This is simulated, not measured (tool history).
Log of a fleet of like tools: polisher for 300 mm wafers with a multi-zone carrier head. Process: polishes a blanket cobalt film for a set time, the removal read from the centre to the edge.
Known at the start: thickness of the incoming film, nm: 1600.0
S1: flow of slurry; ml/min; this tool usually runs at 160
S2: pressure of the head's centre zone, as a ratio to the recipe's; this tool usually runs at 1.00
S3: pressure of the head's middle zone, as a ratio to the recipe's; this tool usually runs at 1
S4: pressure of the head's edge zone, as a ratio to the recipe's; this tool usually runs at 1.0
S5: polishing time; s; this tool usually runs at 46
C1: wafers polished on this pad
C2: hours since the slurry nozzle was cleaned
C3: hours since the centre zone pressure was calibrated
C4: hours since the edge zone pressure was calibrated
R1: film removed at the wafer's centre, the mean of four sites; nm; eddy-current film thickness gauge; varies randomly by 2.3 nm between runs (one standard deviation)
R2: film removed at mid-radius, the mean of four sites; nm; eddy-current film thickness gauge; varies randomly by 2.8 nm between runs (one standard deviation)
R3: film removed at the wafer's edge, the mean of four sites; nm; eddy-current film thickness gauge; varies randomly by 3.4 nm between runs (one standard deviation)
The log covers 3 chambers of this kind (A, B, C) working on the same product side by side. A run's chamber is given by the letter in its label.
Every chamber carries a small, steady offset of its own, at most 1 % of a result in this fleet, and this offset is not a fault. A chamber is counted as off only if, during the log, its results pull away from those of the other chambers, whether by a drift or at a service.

| run | day | S1 | S2 | S3 | S4 | S5 | C1 | C2 | C3 | C4 | R1 | R2 | R3 |
|---|---|---|---|---|---|---|---|---|---|---|---|---|---|
| 1B | 0.662 | 160 | 1.00 | 1 | 1.0 | 46 | 566 | 602.0 | 172.0 | 168.9 | 227.33 | 229.61 | 236.12 |
| 2A | 1.350 | 160 | 1.00 | 1 | 1.0 | 46 | 623 | 425.5 | 197.9 | 1267.1 | 232.35 | 227.95 | 230.51 |
|  | 1.779 | chamber C: worn pad replaced by a new one |
| 3C | 1.967 | 160 | 1.00 | 1 | 1.0 | 46 | 54 | 89.9 | 450.8 | 472.4 | 229.87 | 229.08 | 233.11 |
| 4C | 2.612 | 160 | 1.00 | 1 | 1.0 | 46 | 242 | 105.4 | 466.3 | 487.9 | 230.50 | 230.04 | 236.20 |
|  | 2.975 | chamber A: worn pad replaced by a new one |
| 5B | 3.000 | 160 | 1.00 | 1 | 1.0 | 57 | 1247 | 658.1 | 228.1 | 225.0 | 286.16 | 276.55 | 287.46 |
|  | 3.033 | chamber B: slurry nozzle cleaned |
| 6A | 3.625 | 160 | 1.00 | 1 | 1.0 | 57 | 189 | 480.1 | 252.5 | 1321.7 | 280.91 | 290.04 | 287.96 |
| 7C | 4.300 | 160 | 1.00 | 1 | 1.0 | 57 | 734 | 145.9 | 506.8 | 528.4 | 289.82 | 283.10 | 295.28 |
| 8A | 4.950 | 160 | 1.00 | 1 | 1.0 | 46 | 575 | 511.9 | 284.3 | 1353.5 | 232.59 | 234.42 | 232.28 |
| 9B | 5.267 | 160 | 1.00 | 1 | 1.0 | 46 | 1907 | 53.6 | 282.5 | 279.4 | 231.74 | 233.31 | 232.19 |
| 10C | 5.825 | 160 | 1.00 | 1 | 1.0 | 46 | 1178 | 182.5 | 543.4 | 565.0 | 228.40 | 225.87 | 231.78 |
|  | 5.842 | chamber C: worn pad replaced by a new one |
| 11B | 6.454 | 160 | 1.00 | 1 | 1.0 | 46 | 2253 | 82.1 | 311.0 | 307.9 | 230.48 | 230.32 | 228.68 |
| 12A | 6.958 | 160 | 1.00 | 1 | 1.0 | 46 | 1160 | 560.1 | 332.5 | 1401.7 | 233.43 | 233.82 | 234.60 |
| 13C | 7.271 | 160 | 1.00 | 1 | 1.0 | 46 | 416 | 217.2 | 578.1 | 599.7 | 232.64 | 231.03 | 226.70 |
|  | 7.850 | chamber A: worn pad replaced by a new one |
| 14A | 7.854 | 160 | 1.00 | 1 | 1.0 | 46 | 1 | 581.6 | 354.0 | 1423.2 | 228.80 | 231.85 | 222.87 |
| 15B | 8.225 | 160 | 1.00 | 1 | 1.0 | 37 | 2768 | 124.6 | 353.5 | 350.4 | 183.51 | 183.89 | 179.91 |
| 16B | 8.833 | 160 | 1.00 | 1 | 1.0 | 37 | 2946 | 139.2 | 368.1 | 365.0 | 184.59 | 181.24 | 180.04 |
|  | 9.204 | chamber A: edge zone pressure recalibrated |
| 17C | 9.396 | 160 | 1.00 | 1 | 1.0 | 37 | 1035 | 268.2 | 629.1 | 650.7 | 187.63 | 185.16 | 185.07 |
| 18A | 9.971 | 160 | 1.00 | 1 | 1.0 | 46 | 618 | 632.4 | 404.8 | 18.5 | 227.60 | 230.83 | 229.64 |
|  | 10.038 | chamber C: worn pad replaced by a new one |
| 19A | 10.508 | 160 | 1.00 | 1 | 1.0 | 46 | 774 | 645.3 | 417.7 | 31.4 | 229.43 | 231.05 | 227.58 |
| 20C | 11.033 | 160 | 1.00 | 1 | 1.0 | 46 | 290 | 307.5 | 668.4 | 690.0 | 231.36 | 230.05 | 233.64 |
| 21B | 11.517 | 160 | 1.00 | 1 | 1.0 | 46 | 3727 | 203.6 | 432.5 | 429.4 | 223.20 | 222.76 | 219.76 |
|  | 12.004 | chamber C: centre zone pressure recalibrated |
| 22B | 12.075 | 160 | 1.05 | 1 | 0.9 | 46 | 3890 | 217.0 | 445.9 | 442.8 | 231.44 | 217.77 | 208.72 |
|  | 12.533 | chamber A: worn pad replaced by a new one |
| 23A | 12.650 | 160 | 1.05 | 1 | 0.9 | 46 | 34 | 696.7 | 469.1 | 82.8 | 243.36 | 230.84 | 221.50 |
| 24C | 13.054 | 160 | 1.05 | 1 | 0.9 | 46 | 879 | 356.0 | 25.3 | 738.5 | 242.38 | 230.47 | 219.78 |
| 25B | 13.688 | 160 | 0.96 | 1 | 1.0 | 58 | 4359 | 255.7 | 484.6 | 481.5 | 261.03 | 268.79 | 272.17 |
|  | 14.121 | chamber C: worn pad replaced by a new one |
| 26C | 14.350 | 160 | 0.96 | 1 | 1.0 | 58 | 67 | 387.1 | 56.4 | 769.6 | 279.44 | 285.07 | 294.97 |
| 27A | 15.008 | 160 | 0.96 | 1 | 1.0 | 58 | 721 | 753.3 | 525.7 | 139.4 | 278.62 | 290.24 | 288.91 |
|  | 15.529 | chamber A: slurry nozzle cleaned |
| 28A | 15.633 | 160 | 1.00 | 1 | 1.0 | 46 | 903 | 2.6 | 540.7 | 154.4 | 236.38 | 225.93 | 231.23 |

Which is it: a chamber that has drifted or been left off by a service, a gauge drift common to all chambers, or only each chamber's usual small offset? If a chamber is off, name it and its likeliest cause.

Chamber B drifts away from the others.
Most likely cause: removal rate lost through wear of the pad, % = 7.93.
Not necessarily distinguishable in this log from: slurry flow missing at the pad, %.

Which of the 4 candidates below, each the usual settings with something changed and its results left as question marks, puts chamber B back in line with what the other chambers give on the usual settings?
A result is in line if it is within this distance of the other chambers' mean on the usual settings: R1 8.20 nm; R2 9.70 nm; R3 12.00 nm
| 29B-1 | 16.125 | 160 | 1.00 | 1.00 | 1.00 | 47 |  |  |  |  | ? | ? | ? |
| 29B-2 | 16.125 | 160 | 1.00 | 1.01 | 0.99 | 42 |  |  |  |  | ? | ? | ? |
| 29B-3 | 16.125 | 160 | 1.00 | 1.00 | 1.00 | 45 |  |  |  |  | ? | ? | ? |
| 29B-4 | 16.125 | 160 | 1.00 | 0.99 | 1.01 | 50 |  |  |  |  | ? | ? | ? |

Usual-settings mean across the other chambers: R1 231.73 nm; R2 231.13 nm; R3 232.24 nm
| run | R1 | R2 | R3 |
|---|---|---|---|
| 29B-1 | 217.24 | 217.73 | 214.33 |
| 29B-2 | 194.14 | 196.33 | 190.48 |
| 29B-3 | 207.99 | 208.46 | 205.21 |
| 29B-4 | 231.09 | 229.53 | 229.26 |
The answer is 29B-4, which returns the chamber to within the allowed miss of the others.
